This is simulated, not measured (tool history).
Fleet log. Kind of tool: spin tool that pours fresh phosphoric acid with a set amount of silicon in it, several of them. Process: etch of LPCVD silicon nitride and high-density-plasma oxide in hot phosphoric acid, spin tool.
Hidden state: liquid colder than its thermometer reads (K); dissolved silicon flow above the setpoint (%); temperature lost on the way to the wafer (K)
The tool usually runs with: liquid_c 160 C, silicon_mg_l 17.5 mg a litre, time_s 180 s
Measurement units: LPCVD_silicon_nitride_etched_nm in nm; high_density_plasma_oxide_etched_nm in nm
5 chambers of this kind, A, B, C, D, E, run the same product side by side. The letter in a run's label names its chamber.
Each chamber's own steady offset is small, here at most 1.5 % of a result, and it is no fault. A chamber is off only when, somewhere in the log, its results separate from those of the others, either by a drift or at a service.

run	hour	liquid_c	silicon_mg_l	time_s	hours since the thermometer was replaced	hours since the dissolved silicon flow meter was replaced	hours since the heated supply line was repaired	read-back film thickness of the LPCVD silicon nitride reference wafer, read on the same gauge (nm)	read-back film thickness of the high-density-plasma oxide reference wafer, read on the same gauge (nm)	LPCVD_silicon_nitride_etched_nm	high_density_plasma_oxide_etched_nm
1A	5.7	160	17.5	180	1798.9	27.9	2275.9	60.013	139.99	15.226	0.51261
2B	11	160	17.5	180	1650.4	484.7	274.9	60.033	140	15.43	0.50244
3E	17.7	160	17.5	180	578.4	247.9	474.3	60.005	139.98	15.358	0.4732
4D	22.8	160	17.5	180	714.5	364.7	821.3	60.044	139.99	15.411	0.51592
5C	33.3	162	17.5	180	1436.2	1294.6	500.4	59.974	140.01	16.791	0.47897
6B	39.1	162	17.5	180	1678.5	512.8	303	59.969	140.01	16.634	0.58172
7E	44.4	162	17.5	180	605.1	274.6	501	59.964	139.98	16.802	0.53499
8D	50.7	162	17.5	180	742.4	392.6	849.2	59.992	139.97	16.514	0.51936
9C	60.5	162	17.5	180	1463.4	1321.8	527.6	59.978	139.98	16.763	0.54222
10A	65.7	158	22.5	180	1858.9	87.9	2335.9	59.964	140	14.559	0.30917
11C	71.6	158	22.5	180	1474.5	1332.9	538.7	59.937	139.99	14.713	0.3732
12B	77.1	158	22.5	180	1716.5	550.8	341	60.02	139.98	14.381	0.31465
# hour 79.1: chamber B: dissolved silicon flow meter replaced
13E	86.2	158	22.5	180	646.9	316.4	542.8	59.991	140.04	14.383	0.34103
14A	93.6	158	22.5	180	1886.8	115.8	2363.8	60.014	140.01	14.429	0.33613
15D	103.3	160	17.5	180	795	445.2	901.8	59.976	140.02	15.395	0.48187
16E	111.7	160	17.5	180	672.4	341.9	568.3	59.984	139.98	15.021	0.44227
17B	119.7	161.5	25.5	180	1759.1	40.6	383.6	59.995	139.99	16.469	0.44896
18A	128.1	161.5	25.5	180	1921.3	150.3	2398.3	59.995	139.99	16.332	0.43027
19D	138.5	161.5	25.5	180	830.2	480.4	937	59.992	140.01	16.123	0.3875
20C	146.5	161.5	25.5	180	1549.4	1407.8	613.6	60.006	140.04	16.315	0.44068
# hour 149.9: chamber E: dissolved silicon flow meter replaced
21B	155.6	161.5	25.5	180	1795	76.5	419.5	60.036	140	16.278	0.40379
# hour 157.6: chamber C: dissolved silicon flow meter replaced
22C	161.7	160	17.5	180	1564.6	4.1	628.8	60.025	139.97	15.685	0.4661
23D	168.7	160	17.5	180	860.4	510.6	967.2	60.004	139.99	15.22	0.48514
24E	174.6	160	17.5	180	735.3	24.7	631.2	59.973	139.99	14.473	0.34715
25A	183.1	160	17.5	180	1976.3	205.3	2453.3	60.015	140.04	15.673	0.47468
26E	190.6	160	17.5	180	751.3	40.7	647.2	60.001	140.02	14.395	0.40218
27D	197	160	17.5	180	888.7	538.9	995.5	60.013	139.97	15.431	0.49479
28B	205.2	160	17.5	180	1844.6	126.1	469.1	59.988	140.01	15.588	0.46634
29C	211.7	160	17.5	180	1614.6	54.1	678.8	59.987	140.01	15.498	0.44708
30A	218.8	160	17.5	180	2012	241	2489	60.002	140	15.471	0.46651
31C	223.6	160	17.5	180	1626.5	66	690.7	59.977	140.03	15.677	0.54441
32B	228.9	160	17.5	180	1868.3	149.8	492.8	60.043	140	15.54	0.52782

Has any chamber moved away from the others, gradually or after a service, or does the common gauge drift, or do the chambers differ only by their own small steady offsets? State the chamber and the most likely cause if one applies.

Little by little, chamber E moves away from the other chambers.
Cause: temperature lost on the way to the wafer (K) = 3.3.

Below are 4 candidate recipes for chamber E's next run, each the usual settings with a change, their results shown as question marks. Which of them brings E's results back in line with what the other chambers give on the usual settings?
In line here means within this much of the mean the other chambers give on the usual settings: LPCVD_silicon_nitride_etched_nm 0.43 nm; high_density_plasma_oxide_etched_nm 0.13 nm
33E-1	236.9	159	26.5	150						?	?
33E-2	236.9	160.5	13	195						?	?
33E-3	236.9	159.5	22	165						?	?
33E-4	236.9	161	7.5	215						?	?

Mean of the other chambers on the usual settings: LPCVD_silicon_nitride_etched_nm 15.497 nm; high_density_plasma_oxide_etched_nm 0.482 nm
run	LPCVD_silicon_nitride_etched_nm	high_density_plasma_oxide_etched_nm
33E-1	11.247	0.22017
33E-2	15.38	0.47435
33E-3	12.581	0.29114
33E-4	17.242	0.61346
Change 33E-2 lands the chamber within the allowed miss of the other chambers.
